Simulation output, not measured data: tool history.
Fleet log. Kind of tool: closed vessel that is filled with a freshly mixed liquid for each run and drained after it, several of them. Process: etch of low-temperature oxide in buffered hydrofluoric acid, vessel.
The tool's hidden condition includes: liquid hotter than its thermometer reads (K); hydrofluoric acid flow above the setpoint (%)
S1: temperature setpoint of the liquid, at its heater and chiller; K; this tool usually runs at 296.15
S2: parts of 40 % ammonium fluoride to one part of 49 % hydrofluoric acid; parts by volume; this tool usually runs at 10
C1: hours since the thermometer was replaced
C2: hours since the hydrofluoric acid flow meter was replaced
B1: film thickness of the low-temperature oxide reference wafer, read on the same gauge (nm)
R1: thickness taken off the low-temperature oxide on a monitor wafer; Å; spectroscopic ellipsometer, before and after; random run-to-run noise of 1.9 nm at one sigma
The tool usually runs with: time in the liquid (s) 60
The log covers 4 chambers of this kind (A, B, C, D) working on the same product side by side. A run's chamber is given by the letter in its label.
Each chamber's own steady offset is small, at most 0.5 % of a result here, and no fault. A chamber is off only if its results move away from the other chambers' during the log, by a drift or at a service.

Run 1C, day 0.233: usual settings; C1 1154.2; C2 326.8; B1 49.988. Result: R1 2216.4 Å.
Run 2B, day 0.517: usual settings; C1 487.6; C2 873.3; B1 50.027. Result: R1 2232.2 Å.
Run 3A, day 0.912: usual settings; C1 961; C2 470.7; B1 50.031. Result: R1 2205.1 Å.
Run 4D, day 1.388: usual settings; C1 1356.6; C2 119.6; B1 50.008. Result: R1 2227.5 Å.
Run 5D, day 1.738: usual settings; C1 1365; C2 128; B1 50.05. Result: R1 2197.2 Å.
Run 6B, day 1.988: usual settings but S1 291.65 K, time in the liquid (s) 95; C1 522.9; C2 908.6; B1 49.998. Result: R1 2740 Å.
Run 7A, day 2.308: usual settings but S1 291.65 K, time in the liquid (s) 95; C1 994.5; C2 504.2; B1 49.977. Result: R1 2763.1 Å.
Run 8C, day 2.671: usual settings but S1 291.65 K, time in the liquid (s) 95; C1 1212.7; C2 385.3; B1 50. Result: R1 2715.8 Å.
Run 9B, day 3.121: usual settings but S1 291.65 K, time in the liquid (s) 95; C1 550.1; C2 935.8; B1 50.019. Result: R1 2748.1 Å.
Run 10A, day 3.421: usual settings; C1 1021.2; C2 530.9; B1 49.981. Result: R1 2215.7 Å.
Run 11C, day 3.775: usual settings; C1 1239.2; C2 411.8; B1 49.942. Result: R1 2274.9 Å.
Run 12D, day 4.1: usual settings; C1 1421.7; C2 184.7; B1 50.02. Result: R1 2235.3 Å.
Run 13C, day 4.375: usual settings; C1 1253.6; C2 426.2; B1 49.998. Result: R1 2241.2 Å.
Run 14B, day 4.858: usual settings; C1 591.8; C2 977.5; B1 49.984. Result: R1 2232.1 Å.
Run 15A, day 5.133: usual settings; C1 1062.3; C2 572; B1 49.997. Result: R1 2182.2 Å.
Run 16D, day 5.479: usual settings; C1 1454.8; C2 217.8; B1 50.022. Result: R1 2243.1 Å.
Run 17D, day 5.867: usual settings; C1 1464.1; C2 227.1; B1 49.989. Result: R1 2202.9 Å.
Run 18C, day 6.154: usual settings but time in the liquid (s) 95; C1 1296.3; C2 468.9; B1 50.051. Result: R1 3649.4 Å.
Run 19A, day 6.392: usual settings but time in the liquid (s) 95; C1 1092.5; C2 602.2; B1 49.981. Result: R1 3527.3 Å.
Run 20B, day 6.7: usual settings but time in the liquid (s) 95; C1 636; C2 1021.7; B1 49.993. Result: R1 3507.3 Å.
Run 21C, day 7.05: usual settings but time in the liquid (s) 95; C1 1317.8; C2 490.4; B1 49.995. Result: R1 3679.6 Å.
Run 22D, day 7.283: usual settings; C1 1498.1; C2 261.1; B1 49.991. Result: R1 2205.7 Å.
Run 23A, day 7.538: usual settings; C1 1120; C2 629.7; B1 49.987. Result: R1 2216.7 Å.
Run 24B, day 7.929: usual settings; C1 665.5; C2 1051.2; B1 50.039. Result: R1 2210.5 Å.
At day 8.096: chamber B: hydrofluoric acid flow meter replaced.
Run 25A, day 8.208: usual settings; C1 1136.1; C2 645.8; B1 50.006. Result: R1 2234.6 Å.
Run 26C, day 8.704: usual settings; C1 1357.5; C2 530.1; B1 50.021. Result: R1 2334.7 Å.
Run 27D, day 8.925: usual settings; C1 1537.5; C2 300.5; B1 50.014. Result: R1 2222.3 Å.
Run 28B, day 9.312: usual settings; C1 698.7; C2 29.3; B1 49.981. Result: R1 2210 Å.
Run 29C, day 9.625: usual settings; C1 1379.6; C2 552.2; B1 50.072. Result: R1 2360.3 Å.

Is one chamber out of step, is the gauge drifting, or do the chambers differ by no more than their own small offsets? For an off chamber, give its letter and the likeliest cause.

It is chamber C that slowly wanders off from its peers.
Cause: liquid hotter than its thermometer reads (K) = 1.15.
Not necessarily distinguishable in this log from: hydrofluoric acid flow above the setpoint (%).

Which of the 4 candidates below, each the usual settings with something changed and its results left as question marks, puts chamber C back in line with what the other chambers give on the usual settings?
In-line tolerance around the mean of the other chambers on the usual settings: R1 68 Å
Run 30C-1, day 9.983: usual settings but S2 9 parts by volume. Result: R1 ?.
Run 30C-2, day 9.983: usual settings but S1 295.15 K. Result: R1 ?.
Run 30C-3, day 9.983: usual settings but S1 297.15 K, S2 9 parts by volume. Result: R1 ?.
Run 30C-4, day 9.983: usual settings but S1 295.65 K, time in the liquid (s) 55. Result: R1 ?.

On the usual settings, the other chambers give on average: R1 2221.4 Å
  run      R1
30C-1  2517.1
30C-2  2229.9
30C-3    2659
30C-4  2101.9
30C-2 is the one that brings the chamber's results back in line with the other chambers.
